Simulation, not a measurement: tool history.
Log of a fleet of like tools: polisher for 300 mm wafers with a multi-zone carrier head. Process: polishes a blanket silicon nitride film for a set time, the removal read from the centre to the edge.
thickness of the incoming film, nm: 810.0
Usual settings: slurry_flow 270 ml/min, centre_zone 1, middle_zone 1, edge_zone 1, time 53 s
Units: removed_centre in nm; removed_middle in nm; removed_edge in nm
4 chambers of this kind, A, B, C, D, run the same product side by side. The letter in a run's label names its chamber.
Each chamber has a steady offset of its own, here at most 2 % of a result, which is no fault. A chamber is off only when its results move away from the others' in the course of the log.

{"run": "1D", "hour": 12.4, "slurry_flow": 270, "centre_zone": 1, "middle_zone": 1, "edge_zone": 1, "time": 53, "removed_centre": 79.448, "removed_middle": 79.258, "removed_edge": 80.669}
{"run": "2A", "hour": 21.8, "slurry_flow": 270, "centre_zone": 1, "middle_zone": 1, "edge_zone": 1, "time": 53, "removed_centre": 79.594, "removed_middle": 78.952, "removed_edge": 80.113}
{"run": "3B", "hour": 30.4, "slurry_flow": 270, "centre_zone": 1, "middle_zone": 1, "edge_zone": 1, "time": 53, "removed_centre": 78.681, "removed_middle": 79.525, "removed_edge": 79.342}
{"run": "4C", "hour": 42.7, "slurry_flow": 270, "centre_zone": 1, "middle_zone": 1, "edge_zone": 1, "time": 53, "removed_centre": 79.791, "removed_middle": 80.853, "removed_edge": 79.272}
{"hour": 47.7, "done": "chamber A: worn pad replaced by a new one"}
{"run": "5B", "hour": 49.1, "slurry_flow": 270, "centre_zone": 1, "middle_zone": 1.1, "edge_zone": 0.9, "time": 53, "removed_centre": 80.382, "removed_middle": 87.027, "removed_edge": 75.247}
{"run": "6A", "hour": 56.9, "slurry_flow": 270, "centre_zone": 1, "middle_zone": 1.1, "edge_zone": 0.9, "time": 53, "removed_centre": 77.435, "removed_middle": 86.696, "removed_edge": 74.986}
{"run": "7C", "hour": 63.6, "slurry_flow": 270, "centre_zone": 1, "middle_zone": 1.1, "edge_zone": 0.9, "time": 53, "removed_centre": 80.046, "removed_middle": 89.399, "removed_edge": 75.704}
{"hour": 73.9, "done": "chamber B: worn pad replaced by a new one"}
{"run": "8D", "hour": 75.6, "slurry_flow": 270, "centre_zone": 1, "middle_zone": 1.1, "edge_zone": 0.9, "time": 53, "removed_centre": 80.579, "removed_middle": 87.128, "removed_edge": 74.829}
{"hour": 76.7, "done": "chamber D: worn pad replaced by a new one"}
{"hour": 80.9, "done": "chamber A: edge zone pressure recalibrated"}
{"run": "9B", "hour": 85.5, "slurry_flow": 270, "centre_zone": 1, "middle_zone": 1, "edge_zone": 1, "time": 63, "removed_centre": 94.082, "removed_middle": 92.264, "removed_edge": 94.878}
{"run": "10D", "hour": 91.8, "slurry_flow": 270, "centre_zone": 1, "middle_zone": 1, "edge_zone": 1, "time": 63, "removed_centre": 95.745, "removed_middle": 95.761, "removed_edge": 94.499}
{"hour": 102.0, "done": "chamber D: centre zone pressure recalibrated"}
{"run": "11A", "hour": 103.0, "slurry_flow": 270, "centre_zone": 1, "middle_zone": 1, "edge_zone": 1, "time": 63, "removed_centre": 92.524, "removed_middle": 96.046, "removed_edge": 94.396}
{"run": "12C", "hour": 114.6, "slurry_flow": 270, "centre_zone": 1, "middle_zone": 1, "edge_zone": 1, "time": 63, "removed_centre": 95.686, "removed_middle": 96.787, "removed_edge": 95.708}
{"run": "13A", "hour": 124.6, "slurry_flow": 270, "centre_zone": 1, "middle_zone": 1, "edge_zone": 1, "time": 53, "removed_centre": 78.313, "removed_middle": 80.623, "removed_edge": 79.106}
{"hour": 124.8, "done": "chamber B: centre zone pressure recalibrated"}
{"run": "14B", "hour": 130.8, "slurry_flow": 270, "centre_zone": 1, "middle_zone": 1, "edge_zone": 1, "time": 53, "removed_centre": 79.613, "removed_middle": 78.973, "removed_edge": 78.607}
{"run": "15C", "hour": 142.8, "slurry_flow": 270, "centre_zone": 1, "middle_zone": 1, "edge_zone": 1, "time": 53, "removed_centre": 79.473, "removed_middle": 81.899, "removed_edge": 79.468}
{"hour": 146.8, "done": "chamber D: worn pad replaced by a new one"}
{"run": "16D", "hour": 149.1, "slurry_flow": 270, "centre_zone": 1, "middle_zone": 1, "edge_zone": 1, "time": 53, "removed_centre": 71.784, "removed_middle": 81.177, "removed_edge": 80.969}
{"hour": 157.7, "done": "chamber C: worn pad replaced by a new one"}
{"run": "17C", "hour": 159.3, "slurry_flow": 270, "centre_zone": 1, "middle_zone": 1, "edge_zone": 1, "time": 53, "removed_centre": 79.245, "removed_middle": 80.012, "removed_edge": 80.277}
{"run": "18D", "hour": 170.8, "slurry_flow": 270, "centre_zone": 1, "middle_zone": 1.11, "edge_zone": 1, "time": 53, "removed_centre": 71.566, "removed_middle": 90.123, "removed_edge": 80.013}
{"run": "19A", "hour": 176.7, "slurry_flow": 270, "centre_zone": 1, "middle_zone": 1.11, "edge_zone": 1, "time": 53, "removed_centre": 78.859, "removed_middle": 88.846, "removed_edge": 79.146}
{"run": "20B", "hour": 187.9, "slurry_flow": 270, "centre_zone": 1, "middle_zone": 1.11, "edge_zone": 1, "time": 53, "removed_centre": 79.34, "removed_middle": 87.061, "removed_edge": 80.07}
{"hour": 189.7, "done": "chamber A: centre zone pressure recalibrated"}
{"hour": 191.3, "done": "chamber B: worn pad replaced by a new one"}
{"run": "21A", "hour": 193.6, "slurry_flow": 270, "centre_zone": 1, "middle_zone": 1.11, "edge_zone": 1, "time": 53, "removed_centre": 78.684, "removed_middle": 88.406, "removed_edge": 78.954}
{"run": "22B", "hour": 202.5, "slurry_flow": 270, "centre_zone": 1, "middle_zone": 1, "edge_zone": 1, "time": 53, "removed_centre": 79.292, "removed_middle": 80.97, "removed_edge": 78.782}
{"hour": 206.2, "done": "chamber A: worn pad replaced by a new one"}
{"run": "23D", "hour": 210.4, "slurry_flow": 270, "centre_zone": 1, "middle_zone": 1, "edge_zone": 1, "time": 53, "removed_centre": 72.443, "removed_middle": 82.549, "removed_edge": 79.439}
{"run": "24C", "hour": 216.6, "slurry_flow": 270, "centre_zone": 1, "middle_zone": 1, "edge_zone": 1, "time": 53, "removed_centre": 79.891, "removed_middle": 81.18, "removed_edge": 80.8}
{"run": "25A", "hour": 223.8, "slurry_flow": 270, "centre_zone": 1, "middle_zone": 1, "edge_zone": 1, "time": 53, "removed_centre": 78.243, "removed_middle": 77.921, "removed_edge": 80.231}
{"hour": 226.8, "done": "chamber D: worn pad replaced by a new one"}
{"run": "26B", "hour": 236.2, "slurry_flow": 270, "centre_zone": 1, "middle_zone": 1, "edge_zone": 1, "time": 53, "removed_centre": 80.301, "removed_middle": 76.53, "removed_edge": 79.629}
{"run": "27C", "hour": 248.3, "slurry_flow": 270, "centre_zone": 1, "middle_zone": 1, "edge_zone": 1, "time": 53, "removed_centre": 79.207, "removed_middle": 78.562, "removed_edge": 80.433}
{"run": "28D", "hour": 260.6, "slurry_flow": 270, "centre_zone": 1, "middle_zone": 1, "edge_zone": 1, "time": 53, "removed_centre": 71.709, "removed_middle": 80.269, "removed_edge": 80.431}
{"run": "29B", "hour": 273.5, "slurry_flow": 270, "centre_zone": 1, "middle_zone": 1, "edge_zone": 1, "time": 53, "removed_centre": 79.661, "removed_middle": 77.269, "removed_edge": 80.098}
{"run": "30A", "hour": 280.4, "slurry_flow": 270, "centre_zone": 1, "middle_zone": 1, "edge_zone": 1, "time": 53, "removed_centre": 77.981, "removed_middle": 80.435, "removed_edge": 80.192}
{"hour": 284.4, "done": "chamber D: edge zone pressure recalibrated"}
{"run": "31D", "hour": 290.9, "slurry_flow": 270, "centre_zone": 1, "middle_zone": 1, "edge_zone": 1, "time": 53, "removed_centre": 71.978, "removed_middle": 79.928, "removed_edge": 80.889}

Next, every chamber runs the same settings. What will each give?
{"run": "32A", "hour": 300.3, "slurry_flow": 270, "centre_zone": 1, "middle_zone": 1, "edge_zone": 1, "time": 53, "removed_centre": "?", "removed_middle": "?", "removed_edge": "?"}
{"run": "32B", "hour": 300.3, "slurry_flow": 270, "centre_zone": 1, "middle_zone": 1, "edge_zone": 1, "time": 53, "removed_centre": "?", "removed_middle": "?", "removed_edge": "?"}
{"run": "32C", "hour": 300.3, "slurry_flow": 270, "centre_zone": 1, "middle_zone": 1, "edge_zone": 1, "time": 53, "removed_centre": "?", "removed_middle": "?", "removed_edge": "?"}
{"run": "32D", "hour": 300.3, "slurry_flow": 270, "centre_zone": 1, "middle_zone": 1, "edge_zone": 1, "time": 53, "removed_centre": "?", "removed_middle": "?", "removed_edge": "?"}

run=32A removed_centre=80.415 removed_middle=80.496 removed_edge=79.798
run=32B removed_centre=78.397 removed_middle=80.001 removed_edge=79.757
run=32C removed_centre=81.323 removed_middle=78.634 removed_edge=78.653
run=32D removed_centre=71.219 removed_middle=82.286 removed_edge=80.945

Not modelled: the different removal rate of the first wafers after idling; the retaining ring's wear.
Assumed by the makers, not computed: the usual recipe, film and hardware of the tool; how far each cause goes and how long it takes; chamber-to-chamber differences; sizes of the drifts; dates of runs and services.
